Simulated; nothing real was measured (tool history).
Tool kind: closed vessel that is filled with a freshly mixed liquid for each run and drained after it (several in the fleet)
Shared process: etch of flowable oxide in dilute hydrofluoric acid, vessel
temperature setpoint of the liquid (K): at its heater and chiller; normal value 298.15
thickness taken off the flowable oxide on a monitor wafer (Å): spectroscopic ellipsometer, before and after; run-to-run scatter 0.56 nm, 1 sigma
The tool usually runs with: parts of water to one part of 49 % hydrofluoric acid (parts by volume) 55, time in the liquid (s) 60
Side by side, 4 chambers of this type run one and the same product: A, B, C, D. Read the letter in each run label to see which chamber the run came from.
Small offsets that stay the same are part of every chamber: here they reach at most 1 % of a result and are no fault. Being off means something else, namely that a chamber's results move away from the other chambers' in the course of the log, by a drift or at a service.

run	hour	temperature setpoint of the liquid (K)	parts of water to one part of 49 % hydrofluoric acid (parts by volume)	time in the liquid (s)	read-back film thickness of the flowable oxide reference wafer, read on the same gauge (nm)	thickness taken off the flowable oxide on a monitor wafer (Å)
1A	5.3	298.15	55	60	149.97	725.98
2B	9.6	298.15	55	60	150.04	714.13
3C	11.9	298.15	55	60	149.98	740.74
4D	15.2	298.15	55	60	150.01	732.20
5B	18.6	298.15	55	40	150.02	480.09
6D	21.3	298.15	55	40	149.99	484.07
7C	24.0	298.15	55	40	150.02	493.95
8A	28.2	298.15	55	40	149.99	491.23
9D	32.2	298.15	55	60	149.98	726.74
10C	35.6	298.15	55	60	149.98	734.37
11B	40.0	298.15	55	60	149.97	721.30
12A	44.6	298.15	55	60	149.94	708.58
13A	49.4	298.15	55	60	150.04	710.86
14C	54.1	298.15	55	60	149.99	742.15
15D	57.5	300.65	25	60	149.99	1854.60
16B	62.4	300.65	25	60	149.97	1898.90
17B	65.2	300.65	25	60	150.02	1885.40
18C	69.8	300.65	25	60	149.97	1850.90
19D	72.6	298.15	55	60	149.99	727.89
20A	76.1	298.15	55	60	150.00	688.23
21C	80.3	298.15	40	60	149.98	1037.30
22D	84.7	298.15	40	60	149.99	1006.80
23A	87.8	298.15	40	60	150.03	944.88
24B	91.3	298.15	40	60	149.93	1028.20
25C	95.8	298.15	55	60	150.02	731.66
26A	100.1	294.65	55	60	150.00	577.03
27D	103.8	294.65	55	60	149.95	621.39

For the next run the whole fleet of 4 chambers uses the same settings. Give each chamber's results:
28A	107.7	298.15	55	85		?
28B	107.7	298.15	55	85		?
28C	107.7	298.15	55	85		?
28D	107.7	298.15	55	85		?

run	thickness taken off the flowable oxide on a monitor wafer (Å)
28A	934.12
28B	1034.40
28C	1050.10
28D	1021.50
